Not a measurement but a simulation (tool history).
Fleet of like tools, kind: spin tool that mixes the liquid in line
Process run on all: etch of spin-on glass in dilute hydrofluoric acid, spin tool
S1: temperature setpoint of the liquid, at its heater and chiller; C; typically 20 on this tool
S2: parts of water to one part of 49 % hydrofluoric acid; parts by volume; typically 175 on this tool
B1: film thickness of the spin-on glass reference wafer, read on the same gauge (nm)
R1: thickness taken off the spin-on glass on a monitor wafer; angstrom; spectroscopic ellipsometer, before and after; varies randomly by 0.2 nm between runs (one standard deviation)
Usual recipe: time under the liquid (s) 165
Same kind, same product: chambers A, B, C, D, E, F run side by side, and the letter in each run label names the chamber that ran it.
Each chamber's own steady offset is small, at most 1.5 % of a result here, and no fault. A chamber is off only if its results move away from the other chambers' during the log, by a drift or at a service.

{"run": "1B", "hour": 6.6, "S1": 20, "S2": 175, "time under the liquid (s)": 165, "B1": 30.014, "R1": 302.07}
{"run": "2E", "hour": 13.0, "S1": 20, "S2": 175, "time under the liquid (s)": 165, "B1": 29.999, "R1": 300.34}
{"run": "3C", "hour": 18.0, "S1": 20, "S2": 175, "time under the liquid (s)": 165, "B1": 29.995, "R1": 303.26}
{"hour": 18.4, "done": "chamber E: hydrofluoric acid flow meter replaced"}
{"run": "4A", "hour": 21.3, "S1": 20, "S2": 175, "time under the liquid (s)": 165, "B1": 30.011, "R1": 295.66}
{"run": "5D", "hour": 28.0, "S1": 20, "S2": 175, "time under the liquid (s)": 165, "B1": 30.001, "R1": 301.24}
{"run": "6F", "hour": 33.4, "S1": 18, "S2": 175, "time under the liquid (s)": 220, "B1": 29.997, "R1": 368.8}
{"run": "7E", "hour": 38.8, "S1": 18, "S2": 175, "time under the liquid (s)": 220, "B1": 30.001, "R1": 370.76}
{"run": "8B", "hour": 44.5, "S1": 18, "S2": 175, "time under the liquid (s)": 220, "B1": 30, "R1": 366.92}
{"run": "9D", "hour": 47.6, "S1": 18, "S2": 175, "time under the liquid (s)": 220, "B1": 30.02, "R1": 366.99}
{"run": "10A", "hour": 51.6, "S1": 18, "S2": 175, "time under the liquid (s)": 220, "B1": 30.001, "R1": 362.43}
{"run": "11C", "hour": 56.0, "S1": 18, "S2": 175, "time under the liquid (s)": 220, "B1": 29.996, "R1": 374.51}
{"run": "12F", "hour": 60.3, "S1": 20, "S2": 175, "time under the liquid (s)": 165, "B1": 30, "R1": 294.83}
{"run": "13A", "hour": 67.1, "S1": 24.5, "S2": 175, "time under the liquid (s)": 100, "B1": 30.005, "R1": 206.81}
{"run": "14C", "hour": 70.5, "S1": 24.5, "S2": 175, "time under the liquid (s)": 100, "B1": 29.98, "R1": 217.36}
{"run": "15E", "hour": 75.2, "S1": 24.5, "S2": 175, "time under the liquid (s)": 100, "B1": 30, "R1": 216.81}
{"run": "16B", "hour": 82.1, "S1": 24.5, "S2": 175, "time under the liquid (s)": 100, "B1": 29.986, "R1": 213.52}
{"run": "17F", "hour": 88.2, "S1": 24.5, "S2": 175, "time under the liquid (s)": 100, "B1": 30.015, "R1": 215}
{"run": "18D", "hour": 94.6, "S1": 24.5, "S2": 175, "time under the liquid (s)": 100, "B1": 30.021, "R1": 215.2}
{"run": "19A", "hour": 97.8, "S1": 20, "S2": 175, "time under the liquid (s)": 165, "B1": 30.011, "R1": 282.52}
{"run": "20D", "hour": 101.6, "S1": 20, "S2": 175, "time under the liquid (s)": 165, "B1": 29.983, "R1": 298.95}
{"run": "21C", "hour": 107.9, "S1": 20, "S2": 175, "time under the liquid (s)": 165, "B1": 29.987, "R1": 303.44}
{"run": "22E", "hour": 112.3, "S1": 20, "S2": 175, "time under the liquid (s)": 165, "B1": 29.99, "R1": 300.6}
{"run": "23F", "hour": 118.1, "S1": 20, "S2": 175, "time under the liquid (s)": 165, "B1": 30.005, "R1": 301.9}
{"run": "24B", "hour": 122.4, "S1": 20, "S2": 175, "time under the liquid (s)": 165, "B1": 30.002, "R1": 298.81}
{"run": "25E", "hour": 126.6, "S1": 20, "S2": 225, "time under the liquid (s)": 165, "B1": 30, "R1": 225.28}
{"run": "26F", "hour": 132.5, "S1": 20, "S2": 225, "time under the liquid (s)": 165, "B1": 30.007, "R1": 221.57}
{"run": "27D", "hour": 139.5, "S1": 20, "S2": 225, "time under the liquid (s)": 165, "B1": 29.996, "R1": 221.07}
{"run": "28C", "hour": 144.9, "S1": 20, "S2": 225, "time under the liquid (s)": 165, "B1": 30.005, "R1": 225.69}
{"run": "29B", "hour": 150.5, "S1": 20, "S2": 225, "time under the liquid (s)": 165, "B1": 30.016, "R1": 222.49}
{"run": "30A", "hour": 156.2, "S1": 20, "S2": 225, "time under the liquid (s)": 165, "B1": 30.003, "R1": 204.71}
{"run": "31C", "hour": 161.1, "S1": 20, "S2": 175, "time under the liquid (s)": 165, "B1": 30, "R1": 297.74}
{"run": "32E", "hour": 165.1, "S1": 20, "S2": 175, "time under the liquid (s)": 165, "B1": 29.999, "R1": 303.49}
{"run": "33B", "hour": 170.8, "S1": 20, "S2": 175, "time under the liquid (s)": 165, "B1": 29.979, "R1": 299.43}
{"run": "34F", "hour": 177.1, "S1": 20, "S2": 175, "time under the liquid (s)": 165, "B1": 30.015, "R1": 298.2}
{"run": "35A", "hour": 181.7, "S1": 20, "S2": 120, "time under the liquid (s)": 165, "B1": 29.996, "R1": 421.74}
{"run": "36D", "hour": 187.1, "S1": 20, "S2": 120, "time under the liquid (s)": 165, "B1": 29.984, "R1": 461.82}
{"run": "37B", "hour": 192.6, "S1": 20, "S2": 120, "time under the liquid (s)": 165, "B1": 29.987, "R1": 458.36}
{"run": "38D", "hour": 199.4, "S1": 20, "S2": 120, "time under the liquid (s)": 165, "B1": 29.995, "R1": 461.63}
{"run": "39C", "hour": 203.4, "S1": 20, "S2": 120, "time under the liquid (s)": 165, "B1": 29.994, "R1": 470.73}

All chambers now run identical settings, listed one chamber a line with results as question marks. What results will each chamber show?
{"run": "40A", "hour": 208.4, "S1": 20, "S2": 175, "time under the liquid (s)": 165, "R1": "?"}
{"run": "40B", "hour": 208.4, "S1": 20, "S2": 175, "time under the liquid (s)": 165, "R1": "?"}
{"run": "40C", "hour": 208.4, "S1": 20, "S2": 175, "time under the liquid (s)": 165, "R1": "?"}
{"run": "40D", "hour": 208.4, "S1": 20, "S2": 175, "time under the liquid (s)": 165, "R1": "?"}
{"run": "40E", "hour": 208.4, "S1": 20, "S2": 175, "time under the liquid (s)": 165, "R1": "?"}
{"run": "40F", "hour": 208.4, "S1": 20, "S2": 175, "time under the liquid (s)": 165, "R1": "?"}

run=40A R1=268.87
run=40B R1=300.5
run=40C R1=302.05
run=40D R1=301.92
run=40E R1=301.47
run=40F R1=296.77
